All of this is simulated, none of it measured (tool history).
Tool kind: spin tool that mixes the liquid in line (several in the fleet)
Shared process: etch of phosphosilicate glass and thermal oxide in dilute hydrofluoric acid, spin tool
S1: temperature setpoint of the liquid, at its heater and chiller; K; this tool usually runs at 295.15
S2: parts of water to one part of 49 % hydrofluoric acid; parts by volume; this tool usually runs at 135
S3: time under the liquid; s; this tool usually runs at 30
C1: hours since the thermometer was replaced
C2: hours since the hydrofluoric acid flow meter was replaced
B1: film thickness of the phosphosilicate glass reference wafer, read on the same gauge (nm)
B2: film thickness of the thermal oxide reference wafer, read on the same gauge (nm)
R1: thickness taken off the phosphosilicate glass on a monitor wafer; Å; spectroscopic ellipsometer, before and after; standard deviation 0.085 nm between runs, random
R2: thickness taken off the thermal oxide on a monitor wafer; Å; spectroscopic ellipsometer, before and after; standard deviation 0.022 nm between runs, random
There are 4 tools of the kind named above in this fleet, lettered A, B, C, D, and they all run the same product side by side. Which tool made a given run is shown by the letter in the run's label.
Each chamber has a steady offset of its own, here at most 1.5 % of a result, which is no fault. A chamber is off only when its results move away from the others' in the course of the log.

Run 1D, hour 9.2: usual settings; C1 1065.1; C2 291.1; B1 40.01; B2 140.04. Result: R1 227.94 Å, R2 9.4559 Å.
Run 2C, hour 18.1: usual settings; C1 933.3; C2 387.4; B1 40.008; B2 139.99. Result: R1 226.99 Å, R2 9.6271 Å.
Run 3A, hour 22.7: usual settings; C1 903.7; C2 433.8; B1 40.026; B2 139.98. Result: R1 226.87 Å, R2 9.5418 Å.
Run 4B, hour 31.7: usual settings; C1 387.4; C2 988.4; B1 40.023; B2 139.99. Result: R1 228.16 Å, R2 9.7027 Å.
Run 5C, hour 38.9: usual settings; C1 954.1; C2 408.2; B1 39.988; B2 140.02. Result: R1 227.48 Å, R2 9.3997 Å.
Run 6B, hour 47.5: usual settings but S2 180 parts by volume, S3 35 s; C1 403.2; C2 1004.2; B1 40.004; B2 140.01. Result: R1 189.59 Å, R2 7.6108 Å.
Run 7A, hour 52.5: usual settings but S2 180 parts by volume, S3 35 s; C1 933.5; C2 463.6; B1 39.986; B2 140. Result: R1 190.23 Å, R2 7.9785 Å.
Run 8D, hour 60.3: usual settings but S2 180 parts by volume, S3 35 s; C1 1116.2; C2 342.2; B1 40.009; B2 140.03. Result: R1 190.3 Å, R2 7.944 Å.
Run 9B, hour 68.7: usual settings but S2 180 parts by volume, S3 35 s; C1 424.4; C2 1025.4; B1 39.997; B2 139.99. Result: R1 190.32 Å, R2 7.6542 Å.
Run 10D, hour 75: usual settings; C1 1130.9; C2 356.9; B1 40.025; B2 140.01. Result: R1 227.88 Å, R2 9.4444 Å.
Run 11C, hour 83.4: usual settings; C1 998.6; C2 452.7; B1 40.009; B2 140.01. Result: R1 227.93 Å, R2 9.171 Å.
Run 12A, hour 89.9: usual settings; C1 970.9; C2 501; B1 39.999; B2 140.01. Result: R1 227.63 Å, R2 9.4262 Å.
Run 13C, hour 96.8: usual settings; C1 1012; C2 466.1; B1 40.004; B2 140. Result: R1 229.27 Å, R2 9.4201 Å.
Run 14B, hour 105: usual settings; C1 460.7; C2 1061.7; B1 40.021; B2 139.97. Result: R1 228.43 Å, R2 9.5352 Å.
Run 15D, hour 113.8: usual settings; C1 1169.7; C2 395.7; B1 40.009; B2 140.05. Result: R1 227.12 Å, R2 9.3535 Å.
Run 16A, hour 119.3: usual settings; C1 1000.3; C2 530.4; B1 40.005; B2 139.98. Result: R1 227.16 Å, R2 9.3878 Å.
Run 17D, hour 125.8: usual settings; C1 1181.7; C2 407.7; B1 39.99; B2 139.98. Result: R1 228.17 Å, R2 9.7515 Å.
Run 18A, hour 130.1: usual settings; C1 1011.1; C2 541.2; B1 40.003; B2 139.98. Result: R1 224.94 Å, R2 9.3656 Å.
Run 19B, hour 137.5: usual settings; C1 493.2; C2 1094.2; B1 39.989; B2 140.03. Result: R1 227.52 Å, R2 9.01 Å.
Run 20C, hour 144: usual settings; C1 1059.2; C2 513.3; B1 40.003; B2 139.99. Result: R1 226.75 Å, R2 9.5358 Å.
Run 21A, hour 150.1: usual settings; C1 1031.1; C2 561.2; B1 40.008; B2 139.99. Result: R1 227.01 Å, R2 9.3009 Å.
Run 22B, hour 157.9: usual settings; C1 513.6; C2 1114.6; B1 40.011; B2 140. Result: R1 228.54 Å, R2 9.8906 Å.
Run 23C, hour 164.1: usual settings; C1 1079.3; C2 533.4; B1 39.989; B2 140.01. Result: R1 226.73 Å, R2 9.7995 Å.
Run 24D, hour 172.4: usual settings; C1 1228.3; C2 454.3; B1 40.002; B2 139.98. Result: R1 227.19 Å, R2 9.6209 Å.
Run 25D, hour 177.1: usual settings; C1 1233; C2 459; B1 39.993; B2 140. Result: R1 227.26 Å, R2 9.2807 Å.
Run 26B, hour 182.4: usual settings; C1 538.1; C2 1139.1; B1 40.004; B2 140. Result: R1 227.22 Å, R2 9.7386 Å.
Run 27C, hour 189.5: usual settings; C1 1104.7; C2 558.8; B1 39.985; B2 139.99. Result: R1 227.2 Å, R2 9.196 Å.
At hour 191.9: chamber A: thermometer replaced.
Run 28A, hour 195.1: usual settings; C1 3.2; C2 606.2; B1 39.992; B2 140. Result: R1 225.15 Å, R2 9.4168 Å.
Run 29B, hour 204.5: usual settings; C1 560.2; C2 1161.2; B1 39.993; B2 140.01. Result: R1 228.01 Å, R2 9.3457 Å.

What goes on in this fleet: one chamber off, a drifting gauge, or nothing beyond the chambers' own small offsets? Name the chamber and the cause, if any.

The fleet is healthy, with each chamber sitting at its usual small offset and no drift in the gauge.
